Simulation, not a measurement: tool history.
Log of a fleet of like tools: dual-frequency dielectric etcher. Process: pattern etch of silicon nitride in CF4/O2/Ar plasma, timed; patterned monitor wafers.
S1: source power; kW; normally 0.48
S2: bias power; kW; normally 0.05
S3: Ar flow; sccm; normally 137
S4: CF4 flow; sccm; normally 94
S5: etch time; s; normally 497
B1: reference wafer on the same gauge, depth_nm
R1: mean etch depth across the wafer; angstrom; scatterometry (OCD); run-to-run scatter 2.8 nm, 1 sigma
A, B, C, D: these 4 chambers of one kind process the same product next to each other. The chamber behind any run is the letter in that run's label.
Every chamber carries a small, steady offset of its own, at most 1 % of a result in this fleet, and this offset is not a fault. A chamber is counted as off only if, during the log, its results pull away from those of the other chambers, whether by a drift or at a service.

run 1C hour=2.6 | S1=0.48 S2=0.05 S3=137 S4=94 S5=497 | B1=842.97 | R1=8762.1
run 2D hour=5.8 | S1=0.48 S2=0.05 S3=137 S4=94 S5=497 | B1=843.56 | R1=8666.2
run 3B hour=10.7 | S1=0.48 S2=0.05 S3=137 S4=94 S5=497 | B1=842.1 | R1=8673.2
run 4A hour=14 | S1=0.48 S2=0.05 S3=137 S4=94 S5=497 | B1=842.68 | R1=8694.5
run 5B hour=18.3 | S1=0.48 S2=0.05 S3=137 S4=94 S5=497 | B1=843.12 | R1=8675.4
run 6C hour=22.2 | S1=0.48 S2=0.044 S3=137 S4=94 S5=609.5 | B1=843.2 | R1=10228
run 7A hour=25.5 | S1=0.48 S2=0.044 S3=137 S4=94 S5=609.5 | B1=842.9 | R1=10069
run 8D hour=28.7 | S1=0.48 S2=0.044 S3=137 S4=94 S5=609.5 | B1=843.24 | R1=10159
run 9A hour=31.9 | S1=0.48 S2=0.044 S3=137 S4=94 S5=609.5 | B1=842.73 | R1=10151
run 10D hour=35.2 | S1=0.48 S2=0.05 S3=137 S4=94 S5=497 | B1=843.29 | R1=8708.7
run 11C hour=40.4 | S1=0.48 S2=0.05 S3=137 S4=94 S5=497 | B1=842.91 | R1=8705.5
run 12B hour=44.9 | S1=0.48 S2=0.05 S3=137 S4=94 S5=497 | B1=842.63 | R1=8739
run 13A hour=49.6 | S1=0.48 S2=0.05 S3=137 S4=94 S5=497 | B1=842.8 | R1=8704
run 14C hour=53.2 | S1=0.48 S2=0.05 S3=137 S4=94 S5=497 | B1=843.17 | R1=8716
run 15B hour=55.9 | S1=0.48 S2=0.05 S3=137 S4=94 S5=497 | B1=842.65 | R1=8695.7
run 16D hour=58.8 | S1=0.48 S2=0.05 S3=137 S4=94 S5=497 | B1=844.17 | R1=8672.7
run 17B hour=62.7 | S1=0.48 S2=0.044 S3=137 S4=94 S5=497 | B1=843 | R1=8258.7
run 18D hour=66.4 | S1=0.48 S2=0.044 S3=137 S4=94 S5=497 | B1=842.35 | R1=8267.1
run 19C hour=70.4 | S1=0.48 S2=0.044 S3=137 S4=94 S5=497 | B1=842.88 | R1=8296.3
run 20A hour=73.5 | S1=0.48 S2=0.044 S3=137 S4=94 S5=497 | B1=843 | R1=8332.9
run 21A hour=77.2 | S1=0.48 S2=0.05 S3=137 S4=94 S5=497 | B1=843.04 | R1=8796.8
run 22C hour=79.9 | S1=0.48 S2=0.05 S3=137 S4=94 S5=497 | B1=842.78 | R1=8720.1
run 23B hour=83 | S1=0.48 S2=0.05 S3=137 S4=94 S5=497 | B1=842.47 | R1=8690.3
run 24D hour=88.1 | S1=0.48 S2=0.05 S3=137 S4=94 S5=497 | B1=842.5 | R1=8633.8
run 25D hour=92.4 | S1=0.48 S2=0.05 S3=137 S4=94 S5=497 | B1=842.87 | R1=8634.2
run 26A hour=97.2 | S1=0.48 S2=0.05 S3=137 S4=94 S5=497 | B1=843 | R1=8846.5
run 27B hour=100.1 | S1=0.48 S2=0.05 S3=137 S4=94 S5=497 | B1=843.07 | R1=8709.1
run 28C hour=105.2 | S1=0.48 S2=0.05 S3=137 S4=94 S5=497 | B1=842.77 | R1=8752.5
run 29C hour=109.2 | S1=0.48 S2=0.045 S3=137 S4=94 S5=497 | B1=843.28 | R1=8347.5
run 30D hour=114.1 | S1=0.48 S2=0.045 S3=137 S4=94 S5=497 | B1=842.77 | R1=8342.7

Decide between three cases: one chamber stands off from its peers, the gauge reading all wafers drifts, or nothing is wrong past each chamber's small offset. Where a chamber is off, say which and what most likely put it there.

One chamber, A, drifts off from the rest bit by bit.
Most likely cause: etch rate over this chamber's usual, % = 2.77.
From this log alone, it may not be told apart from: source power that arrives over what is set, %.

Chamber A could run next with any of the 4 candidate recipes listed below; each alters the usual settings, and their results appear as question marks. Which one brings its results back in line with what the other chambers deliver on the usual settings?
Allowed miss from the other chambers' usual-settings mean, per result, to count as in line: R1 98 angstrom
run 31A-1 hour=117.8 | S1=0.48 S2=0.05 S3=137 S4=94 S5=507 | R1=?
run 31A-2 hour=117.8 | S1=0.46 S2=0.049 S3=137 S4=93 S5=497 | R1=?
run 31A-3 hour=117.8 | S1=0.48 S2=0.05 S3=159 S4=94 S5=497 | R1=?
run 31A-4 hour=117.8 | S1=0.49 S2=0.05 S3=137 S4=94 S5=510 | R1=?

On the usual settings, the other chambers give on average: R1 8705.4 angstrom
run=31A-1 R1=9081
run=31A-2 R1=8505.8
run=31A-3 R1=8720.9
run=31A-4 R1=9296.5
With 31A-3, the chamber falls back in line with the rest.
